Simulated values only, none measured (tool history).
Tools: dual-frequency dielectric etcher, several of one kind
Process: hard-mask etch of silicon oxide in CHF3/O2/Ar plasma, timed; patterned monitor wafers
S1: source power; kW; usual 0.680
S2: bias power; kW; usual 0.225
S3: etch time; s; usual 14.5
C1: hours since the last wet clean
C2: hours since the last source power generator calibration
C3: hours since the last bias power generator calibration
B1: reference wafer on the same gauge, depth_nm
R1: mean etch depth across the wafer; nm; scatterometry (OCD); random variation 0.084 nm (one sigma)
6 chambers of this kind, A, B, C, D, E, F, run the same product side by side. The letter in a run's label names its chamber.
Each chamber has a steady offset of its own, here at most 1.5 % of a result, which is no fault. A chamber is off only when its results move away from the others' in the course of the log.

Run 1E, day 0.162: usual settings; C1 107.7; C2 361.4; C3 89.3; B1 35.991. Result: R1 32.110 nm.
Run 2F, day 0.325: usual settings; C1 204.3; C2 2000.5; C3 3494.3; B1 36.001. Result: R1 32.415 nm.
Run 3B, day 0.421: usual settings; C1 43.6; C2 245.2; C3 121.6; B1 35.988. Result: R1 32.660 nm.
Run 4C, day 0.583: usual settings; C1 332.8; C2 3185.6; C3 3908.6; B1 36.006. Result: R1 32.733 nm.
Run 5D, day 0.671: usual settings; C1 316.1; C2 655.5; C3 2013.0; B1 36.004. Result: R1 32.423 nm.
Run 6A, day 0.779: usual settings; C1 210.3; C2 3668.4; C3 637.2; B1 35.960. Result: R1 32.437 nm.
Run 7A, day 0.904: usual settings; C1 213.3; C2 3671.4; C3 640.2; B1 35.987. Result: R1 32.237 nm.
Run 8D, day 1.017: usual settings; C1 324.4; C2 663.8; C3 2021.3; B1 35.996. Result: R1 32.157 nm.
Run 9F, day 1.179: usual settings; C1 224.8; C2 2021.0; C3 3514.8; B1 36.007. Result: R1 32.359 nm.
Run 10C, day 1.288: usual settings; C1 349.7; C2 3202.5; C3 3925.5; B1 36.006. Result: R1 32.700 nm.
At day 1.338: chamber C: source power generator calibrated.
Run 11B, day 1.379: usual settings; C1 66.6; C2 268.2; C3 144.6; B1 36.000. Result: R1 32.589 nm.
Run 12E, day 1.521: usual settings; C1 140.3; C2 394.0; C3 121.9; B1 36.004. Result: R1 32.123 nm.
Run 13F, day 1.683: usual settings; C1 236.9; C2 2033.1; C3 3526.9; B1 35.973. Result: R1 32.336 nm.
Run 14A, day 1.771: usual settings; C1 234.1; C2 3692.2; C3 661.0; B1 35.979. Result: R1 32.467 nm.
Run 15E, day 1.917: usual settings; C1 149.8; C2 403.5; C3 131.4; B1 35.998. Result: R1 32.059 nm.
At day 2.025: chamber C: wet clean of the chamber.
Run 16D, day 2.033: usual settings; C1 348.8; C2 688.2; C3 2045.7; B1 35.994. Result: R1 32.234 nm.
Run 17C, day 2.125: usual settings; C1 2.4; C2 18.9; C3 3945.6; B1 36.000. Result: R1 32.750 nm.
Run 18B, day 2.283: usual settings; C1 88.3; C2 289.9; C3 166.3; B1 36.009. Result: R1 32.555 nm.
Run 19C, day 2.379: usual settings; C1 8.5; C2 25.0; C3 3951.7; B1 35.997. Result: R1 32.787 nm.
Run 20B, day 2.542: usual settings; C1 94.5; C2 296.1; C3 172.5; B1 35.999. Result: R1 32.518 nm.
Run 21E, day 2.658: usual settings; C1 167.6; C2 421.3; C3 149.2; B1 36.022. Result: R1 31.875 nm.
Run 22D, day 2.800: usual settings; C1 367.2; C2 706.6; C3 2064.1; B1 35.987. Result: R1 32.233 nm.
Run 23A, day 2.925: usual settings; C1 261.8; C2 3719.9; C3 688.7; B1 36.006. Result: R1 32.521 nm.
Run 24F, day 3.083: usual settings; C1 270.5; C2 2066.7; C3 3560.5; B1 36.007. Result: R1 32.322 nm.
At day 3.188: chamber D: wet clean of the chamber.
Run 25F, day 3.250: usual settings but S1 0.540 kW; C1 274.5; C2 2070.7; C3 3564.5; B1 35.998. Result: R1 29.713 nm.
Run 26B, day 3.400: usual settings but S1 0.540 kW; C1 115.1; C2 316.7; C3 193.1; B1 35.991. Result: R1 29.766 nm.
Run 27C, day 3.500: usual settings but S1 0.540 kW; C1 35.4; C2 51.9; C3 3978.6; B1 35.995. Result: R1 30.010 nm.
Run 28E, day 3.629: usual settings but S1 0.540 kW; C1 190.9; C2 444.6; C3 172.5; B1 36.005. Result: R1 29.233 nm.
Run 29D, day 3.758: usual settings but S1 0.540 kW; C1 13.7; C2 729.6; C3 2087.1; B1 35.995. Result: R1 29.487 nm.
Run 30A, day 3.888: usual settings but S1 0.540 kW; C1 284.9; C2 3743.0; C3 711.8; B1 35.999. Result: R1 29.682 nm.
Run 31F, day 3.975: usual settings; C1 291.9; C2 2088.1; C3 3581.9; B1 35.990. Result: R1 32.262 nm.
Run 32B, day 4.096: usual settings; C1 131.8; C2 333.4; C3 209.8; B1 35.997. Result: R1 32.670 nm.
Run 33C, day 4.238: usual settings; C1 53.1; C2 69.6; C3 3996.3; B1 36.002. Result: R1 32.598 nm.
At day 4.312: chamber A: source power generator calibrated.
Run 34A, day 4.400: usual settings; C1 297.2; C2 2.2; C3 724.1; B1 36.008. Result: R1 32.178 nm.
Run 35E, day 4.529: usual settings; C1 212.5; C2 466.2; C3 194.1; B1 35.999. Result: R1 31.797 nm.
Run 36D, day 4.704: usual settings but S2 0.247 kW, S3 12.0 s; C1 36.4; C2 752.3; C3 2109.8; B1 35.999. Result: R1 27.539 nm.
Run 37D, day 4.783: usual settings but S2 0.247 kW, S3 12.0 s; C1 38.3; C2 754.2; C3 2111.7; B1 36.012. Result: R1 27.526 nm.
Run 38E, day 4.871: usual settings but S2 0.247 kW, S3 12.0 s; C1 220.7; C2 474.4; C3 202.3; B1 36.006. Result: R1 26.988 nm.
Run 39F, day 5.046: usual settings but S2 0.247 kW, S3 12.0 s; C1 317.6; C2 2113.8; C3 3607.6; B1 36.003. Result: R1 27.600 nm.
Run 40B, day 5.200: usual settings but S2 0.247 kW, S3 12.0 s; C1 158.3; C2 359.9; C3 236.3; B1 36.012. Result: R1 27.815 nm.

What goes on in this fleet: one chamber off, a drifting gauge, or nothing beyond the chambers' own small offsets? Name the chamber and the cause, if any.

Chamber E drifts away from the others.
Cause: etch rate under this chamber's usual, % = 1.64.
The log may not tell that from: source power that arrives under what is set, %; bias power that arrives under what is set, %.

Here are 4 candidates for chamber E's next run, each the usual settings with a change, their results left as question marks. Which one brings its results back in line with what the others give on the usual settings?
In line means no further than this from the other chambers' mean on the usual settings: R1 0.290 nm
Run 41E-1, day 5.329: usual settings but S1 0.650 kW, S2 0.217 kW. Result: R1 ?.
Run 41E-2, day 5.329: usual settings but S1 0.640 kW, S2 0.212 kW. Result: R1 ?.
Run 41E-3, day 5.329: usual settings but S1 0.690 kW, S2 0.227 kW, S3 15.0 s. Result: R1 ?.
Run 41E-4, day 5.329: usual settings but S1 0.730 kW. Result: R1 ?.

The other chambers' mean on the usual settings: R1 32.424 nm
  run      R1
41E-1  30.623
41E-2  30.204
41E-3  32.902
41E-4  32.389
41E-4 brings the chamber back in line.
